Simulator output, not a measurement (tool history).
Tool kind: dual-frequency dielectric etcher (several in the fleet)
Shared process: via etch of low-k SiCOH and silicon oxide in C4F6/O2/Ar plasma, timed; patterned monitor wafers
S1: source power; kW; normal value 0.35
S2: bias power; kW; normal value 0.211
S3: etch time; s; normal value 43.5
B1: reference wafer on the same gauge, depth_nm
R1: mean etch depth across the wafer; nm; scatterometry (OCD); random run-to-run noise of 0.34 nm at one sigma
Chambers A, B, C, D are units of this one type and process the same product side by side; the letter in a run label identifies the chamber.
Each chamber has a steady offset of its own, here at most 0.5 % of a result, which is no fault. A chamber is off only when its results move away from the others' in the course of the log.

run,hour,S1,S2,S3,B1,R1
1B,12.9,0.35,0.211,43.5,91.936,112.93
2A,24.4,0.35,0.211,43.5,91.988,114.29
3C,31.1,0.35,0.211,43.5,92.019,113.08
4D,41.5,0.35,0.211,43.5,92.024,112.54
# hour 47.5: chamber B: wet clean of the chamber
5C,55.6,0.35,0.211,31,92.041,80.91
6B,66.2,0.35,0.211,31,92.046,80.778
7D,81,0.35,0.211,31,91.939,80.386
8A,92.6,0.35,0.211,31,91.968,81.025
9D,100.1,0.35,0.211,43.5,91.918,113.31
10C,110,0.35,0.211,43.5,91.977,113.57
11A,123.4,0.35,0.211,43.5,91.925,113.22
# hour 126.9: chamber D: wet clean of the chamber
12B,132.8,0.35,0.211,43.5,92.017,113.49
13D,140.7,0.35,0.211,43.5,92.01,113.1
14C,152.3,0.35,0.211,43.5,92.002,113.19
15B,165.7,0.35,0.211,43.5,92.027,113.38
16A,172.9,0.35,0.211,43.5,92.058,114.39
17A,180.7,0.35,0.211,39.5,92.066,103.06
18B,195.3,0.35,0.211,39.5,92.01,102.82
19C,209.2,0.35,0.211,39.5,91.998,103.04
20D,220.1,0.35,0.211,39.5,92.022,102.26
# hour 231.3: chamber A: wet clean of the chamber
21B,233.7,0.35,0.211,43.5,92.02,113.57
22A,247.4,0.35,0.211,43.5,92.035,114.63
23D,261.6,0.35,0.211,43.5,91.962,112.79
# hour 266.6: chamber A: bias power generator calibrated
24C,270.8,0.35,0.211,43.5,92.071,113.35
25B,280.6,0.35,0.211,43.5,92.006,113.71
26A,292.7,0.35,0.211,43.5,91.948,113.53
27D,302.7,0.35,0.211,43.5,91.968,113.27
28C,314.2,0.35,0.211,43.5,92.052,113.41
29D,322.9,0.35,0.211,43.5,92.026,112.46
30B,337.9,0.35,0.211,43.5,92.001,113.11
31A,347.4,0.3,0.186,43.5,92.013,103.2
32C,360,0.3,0.186,43.5,91.977,103.21
33D,370.5,0.3,0.186,43.5,92.001,101.87
34A,378.9,0.3,0.186,43.5,91.921,102.65
35C,392.6,0.35,0.211,43.5,92.008,113.08
36B,402.9,0.35,0.211,43.5,91.944,113.55
37D,415.7,0.35,0.211,43.5,91.944,112.87

Each of the 4 chambers runs these same settings next. Fill in every chamber's results:
38A,426.4,0.38,0.211,43.5,,?
38B,426.4,0.38,0.211,43.5,,?
38C,426.4,0.38,0.211,43.5,,?
38D,426.4,0.38,0.211,43.5,,?

run,R1
38A,117.87
38B,116.23
38C,117
38D,116.49
